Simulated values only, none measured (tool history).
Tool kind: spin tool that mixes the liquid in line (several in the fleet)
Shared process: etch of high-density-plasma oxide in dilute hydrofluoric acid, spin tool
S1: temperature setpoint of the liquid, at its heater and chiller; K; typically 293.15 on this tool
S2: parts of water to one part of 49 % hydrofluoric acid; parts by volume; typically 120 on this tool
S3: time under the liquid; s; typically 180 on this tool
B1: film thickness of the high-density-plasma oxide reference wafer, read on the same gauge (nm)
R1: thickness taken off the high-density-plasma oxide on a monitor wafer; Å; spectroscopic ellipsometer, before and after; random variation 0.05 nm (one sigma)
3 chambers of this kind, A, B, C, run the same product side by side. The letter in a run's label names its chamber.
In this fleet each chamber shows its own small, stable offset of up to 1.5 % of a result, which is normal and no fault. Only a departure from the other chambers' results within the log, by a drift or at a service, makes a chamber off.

run   hour      S1   S2   S3      B1      R1
 1A    5.0  293.15  120  180  140.01  126.68
 2C    8.7  293.15  120  180  139.99  125.42
 3B   13.4  293.15  120  180  140.02  124.43
 4C   16.0  293.15  120  180  139.98  125.64
 5A   21.4  293.15  120  180  139.98  126.90
 6B   25.8  293.15  120  180  140.01  124.74
 7B   30.0  293.15  120  180  140.00  125.54
 8C   35.7  293.15  120  180  140.00  125.74
 9A   38.5  293.15  120  180  140.00  126.79
10A   44.0  293.15  120  180  139.98  125.85
11C   47.3  293.15  120  180  139.99  125.59
12B   51.0  293.15  120  180  139.99  123.32
13C   54.0  293.15  120  240  139.98  167.65
14B   57.0  293.15  120  240  139.99  165.24
15A   61.6  293.15  120  240  140.02  168.17
16C   64.8  293.15  120  180  139.98  125.60
17B   68.5  293.15  120  180  140.00  123.75
18A   71.5  293.15  120  180  140.01  126.99
19A   75.3  293.15  120  180  140.01  127.10
20B   81.0  293.15  120  245  139.99  166.99
21C   85.6  293.15  120  245  139.99  171.36
22B   90.0  293.15  120  245  140.01  168.60
23A   95.0  293.15  120  180  140.02  125.45
24C   97.4  293.15  120  180  140.00  125.56
25B  102.1  293.15  120  180  140.01  122.84
26A  107.3  293.15  120  180  139.99  127.07
27C  111.4  293.15  120  180  140.03  125.53

Does one chamber stand apart from the rest, does the shared gauge drift, or is all well apart from small per-chamber offsets? Give the chamber and the most likely cause, where there is one.

Chamber B drifts away from the others.
Likeliest cause: hydrofluoric acid flow below the setpoint (%) = 1.97.
Not necessarily distinguishable in this log from: liquid colder than its thermometer reads (K).

Below are 4 candidate recipes for chamber B's next run, each the usual settings with a change, their results shown as question marks. Which of them brings B's results back in line with what the other chambers give on the usual settings?
Maximum distance from the other chambers' mean on the usual settings for a result to count as in line: R1 1.70 Å
28B-1  115.5  291.65  120  180       ?
28B-2  115.5  293.15  120  175       ?
28B-3  115.5  294.65  120  180       ?
28B-4  115.5  293.15  120  185       ?

On the usual settings, the other chambers give on average: R1 126.19 Å
  run      R1
28B-1  115.10
28B-2  118.96
28B-3  129.96
28B-4  125.75
28B-4 is the one that brings the chamber's results back in line with the other chambers.
